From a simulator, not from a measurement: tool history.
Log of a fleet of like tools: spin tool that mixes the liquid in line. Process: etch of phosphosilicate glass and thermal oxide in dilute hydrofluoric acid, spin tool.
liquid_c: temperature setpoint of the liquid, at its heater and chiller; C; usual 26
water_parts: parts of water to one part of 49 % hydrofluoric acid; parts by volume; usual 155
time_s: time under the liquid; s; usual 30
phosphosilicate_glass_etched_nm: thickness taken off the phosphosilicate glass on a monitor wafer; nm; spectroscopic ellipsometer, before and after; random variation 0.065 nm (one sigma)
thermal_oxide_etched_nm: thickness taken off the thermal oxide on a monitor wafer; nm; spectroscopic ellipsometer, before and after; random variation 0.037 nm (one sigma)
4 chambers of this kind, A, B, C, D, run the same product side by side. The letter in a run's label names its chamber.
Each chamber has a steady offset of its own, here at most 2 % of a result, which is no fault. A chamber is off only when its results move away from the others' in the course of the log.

run   hour  liquid_c  water_parts  time_s  hours since the thermometer was replaced  hours since the hydrofluoric acid flow meter was replaced  read-back film thickness of the phosphosilicate glass reference wafer, read on the same gauge (nm)  read-back film thickness of the thermal oxide reference wafer, read on the same gauge (nm)  phosphosilicate_glass_etched_nm  thermal_oxide_etched_nm
 1A    8.4        26          155      30                                     460.5                                                     1705.2                                                                                              80.018                                                                                      59.975                           15.307                  0.99209
 2B   19.7        26          155      30                                    1992.9                                                      290.7                                                                                              80.009                                                                                      60.015                           14.941                  0.87638
 3C   27.5        26          155      30                                     354.7                                                     1264.9                                                                                              80.044                                                                                      59.984                            15.16                  0.86569
 4D   35.5        26          155      30                                    2475.1                                                      260.4                                                                                              80.025                                                                                       60.01                            14.88                  0.91406
 5C   45.8        26          155      30                                       373                                                     1283.2                                                                                              79.977                                                                                      60.002                           15.062                  0.83657
 6A   55.6        26          155      30                                     507.7                                                     1752.4                                                                                              79.999                                                                                      59.983                           15.272                  0.95613
 7D     63        26          155      30                                    2502.6                                                      287.9                                                                                              80.004                                                                                       60.01                            14.78                  0.94474
 8B   70.1        26          155      30                                    2043.3                                                      341.1                                                                                              80.018                                                                                      59.987                           15.087                  0.91355
 9D   77.2        26          155      30                                    2516.8                                                      302.1                                                                                              80.008                                                                                      60.004                           14.898                  0.94981
10A   85.2        26          155      30                                     537.3                                                       1782                                                                                              79.999                                                                                      59.994                           15.353                  0.90315
11C   91.1        26          155      30                                     418.3                                                     1328.5                                                                                              80.011                                                                                      60.001                           15.108                  0.91548
12B   99.7        26          155      30                                    2072.9                                                      370.7                                                                                              79.997                                                                                      59.981                           14.808                  0.94462
     101.9  -- chamber A: hydrofluoric acid flow meter replaced
13B  105.2        26          155      30                                    2078.4                                                      376.2                                                                                              79.992                                                                                      59.977                           15.092                  0.87799
14C  112.7        26          155      30                                     439.9                                                     1350.1                                                                                                  80                                                                                      60.022                           14.969                  0.85422
15D  122.1        26          155      30                                    2561.7                                                        347                                                                                              80.011                                                                                      60.011                           14.803                  0.97195
16A  131.6        26          155      30                                     583.7                                                       29.7                                                                                               79.97                                                                                       60.01                           15.315                  0.97431
17B  142.8        26          155      30                                      2116                                                      413.8                                                                                              79.998                                                                                       60.01                           14.978                  0.99999
18C  152.5        26          155      30                                     479.7                                                     1389.9                                                                                              80.009                                                                                       59.99                            15.15                  0.93343
19A  163.5        26          155      30                                     615.6                                                       61.6                                                                                              80.006                                                                                      60.003                           15.369                  0.89322
     169.1  -- chamber D: thermometer replaced
20D    171        26          155      25                                       1.9                                                      395.9                                                                                              79.998                                                                                      60.005                           12.347                  0.78561
21C    180        26          155      25                                     507.2                                                     1417.4                                                                                              79.988                                                                                      59.993                             12.7                   0.7439
22A    185        26          155      25                                     637.1                                                       83.1                                                                                                  80                                                                                      60.012                           12.865                  0.72022
23D  195.6        26          155      25                                      26.5                                                      420.5                                                                                              79.994                                                                                      60.025                           12.332                  0.73497
24B  203.2        26          155      50                                    2176.4                                                      474.2                                                                                              79.971                                                                                      59.996                           24.925                   1.4612
25A  212.9        26          155      50                                       665                                                        111                                                                                              80.009                                                                                      60.036                             25.6                   1.4491
26B    221        26          155      50                                    2194.2                                                        492                                                                                              79.985                                                                                      60.021                           25.124                   1.5098
27C    226        26          155      50                                     553.2                                                     1463.4                                                                                               79.97                                                                                      60.006                           25.057                   1.5233
28D  235.1        26          155      30                                        66                                                        460                                                                                                  80                                                                                      59.996                           14.884                  0.91831
29D  244.7        26          155      45                                      75.6                                                      469.6                                                                                              79.997                                                                                      60.013                           22.146                   1.3472
30A  254.7        26          155      45                                     706.8                                                      152.8                                                                                              79.998                                                                                      60.015                           22.949                   1.3888
31B  265.7        26          155      45                                    2238.9                                                      536.7                                                                                              79.959                                                                                      60.006                           22.262                   1.3019
32C  276.1        26          155      45                                     603.3                                                     1513.5                                                                                              80.034                                                                                       60.02                           22.742                   1.3555
33C  286.8        26          155      30                                       614                                                     1524.2                                                                                              79.996                                                                                      60.009                           15.078                  0.91898
34B    294        26          155      30                                    2267.2                                                        565                                                                                              80.015                                                                                      59.979                           14.968                  0.94063
35A  304.1        26          155      30                                     756.2                                                      202.2                                                                                              79.996                                                                                      60.011                            15.33                  0.89275
36D  313.7        26          155      30                                     144.6                                                      538.6                                                                                              80.006                                                                                       60.02                           14.871                  0.94974
37A  318.8        26          155      30                                     770.9                                                      216.9                                                                                              80.016                                                                                      60.033                           15.247                  0.95084
38B  325.4        26          155      30                                    2298.6                                                      596.4                                                                                              79.997                                                                                      60.005                           15.062                  0.90977
39C  336.1        26          155      50                                     663.3                                                     1573.5                                                                                               79.96                                                                                      60.002                           25.306                   1.4768
40D  347.2        26          155      50                                     178.1                                                      572.1                                                                                              79.998                                                                                       60.01                            24.83                   1.5387
41C  356.8        26          155      50                                       684                                                     1594.2                                                                                              79.995                                                                                      59.988                           25.226                   1.5276
42D  362.9        26          155      50                                     193.8                                                      587.8                                                                                              80.006                                                                                      59.974                           24.915                   1.5037
43B  369.4        26          155      30                                    2342.6                                                      640.4                                                                                              80.039                                                                                      60.038                            14.94                  0.86069

Is one chamber off against the others, does the gauge drift, or is nothing wrong? If a chamber is off, say which, and what the likeliest cause is.

No chamber stands off beyond its own small offset, and the gauge holds steady.
